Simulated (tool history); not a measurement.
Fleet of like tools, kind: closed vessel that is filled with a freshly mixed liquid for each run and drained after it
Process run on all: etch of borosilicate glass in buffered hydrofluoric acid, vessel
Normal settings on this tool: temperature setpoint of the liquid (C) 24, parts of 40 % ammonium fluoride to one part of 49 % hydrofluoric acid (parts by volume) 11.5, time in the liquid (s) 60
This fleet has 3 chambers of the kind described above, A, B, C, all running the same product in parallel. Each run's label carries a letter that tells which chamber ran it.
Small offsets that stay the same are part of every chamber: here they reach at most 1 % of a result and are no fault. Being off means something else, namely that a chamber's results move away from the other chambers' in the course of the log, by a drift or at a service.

run,hour,temperature setpoint of the liquid (C),parts of 40 % ammonium fluoride to one part of 49 % hydrofluoric acid (parts by volume),time in the liquid (s),hours since the thermometer was replaced,hours since the hydrofluoric acid flow meter was replaced,"read-back film thickness of the borosilicate glass reference wafer, read on the same gauge (nm)",thickness taken off the borosilicate glass on a monitor wafer (nm)
1A,8.3,24,11.5,60,746.5,572.4,140.00,65.018
2B,18.6,24,11.5,60,43.8,770.8,140.01,64.420
3C,29.7,24,11.5,60,1930.7,296.5,139.99,66.228
4A,38.2,24,11.5,60,776.4,602.3,140.00,65.032
5B,49.0,24,7.5,75,74.2,801.2,140.01,123.440
6C,56.8,24,7.5,75,1957.8,323.6,140.00,121.290
7B,70.6,24,7.5,75,95.8,822.8,140.01,122.270
8C,77.8,24,11.5,60,1978.8,344.6,140.01,65.318
9A,89.7,24,11.5,60,827.9,653.8,140.03,65.495
10C,103.0,24,11.5,60,2004.0,369.8,139.99,65.326
11B,113.2,24,11.5,60,138.4,865.4,140.00,63.765
12A,123.9,24,11.5,60,862.1,688.0,140.01,66.724
13A,132.1,24,11.5,60,870.3,696.2,140.01,66.343
14C,139.1,24,11.5,60,2040.1,405.9,139.99,64.963
15B,146.7,24,11.5,60,171.9,898.9,140.01,64.606
16B,156.9,24,11.5,60,182.1,909.1,140.00,64.280
17A,166.0,24,10.0,75,904.2,730.1,139.98,97.796
18C,175.1,24,10.0,75,2076.1,441.9,140.01,93.569
19B,183.7,24,10.0,75,208.9,935.9,139.99,93.143
20A,196.6,28,11.5,45,934.8,760.7,140.02,64.402
21C,209.6,28,11.5,45,2110.6,476.4,140.00,60.843
22A,224.0,28,11.5,45,962.2,788.1,139.99,65.262
23C,232.1,24,11.5,60,2133.1,498.9,140.01,65.124

All 3 chambers run these settings next. Forecast each chamber's results:
24A,242.5,24,11.5,60,,,,?
24B,242.5,24,11.5,60,,,,?
24C,242.5,24,11.5,60,,,,?

run,thickness taken off the borosilicate glass on a monitor wafer (nm)
24A,71.184
24B,65.250
24C,64.311
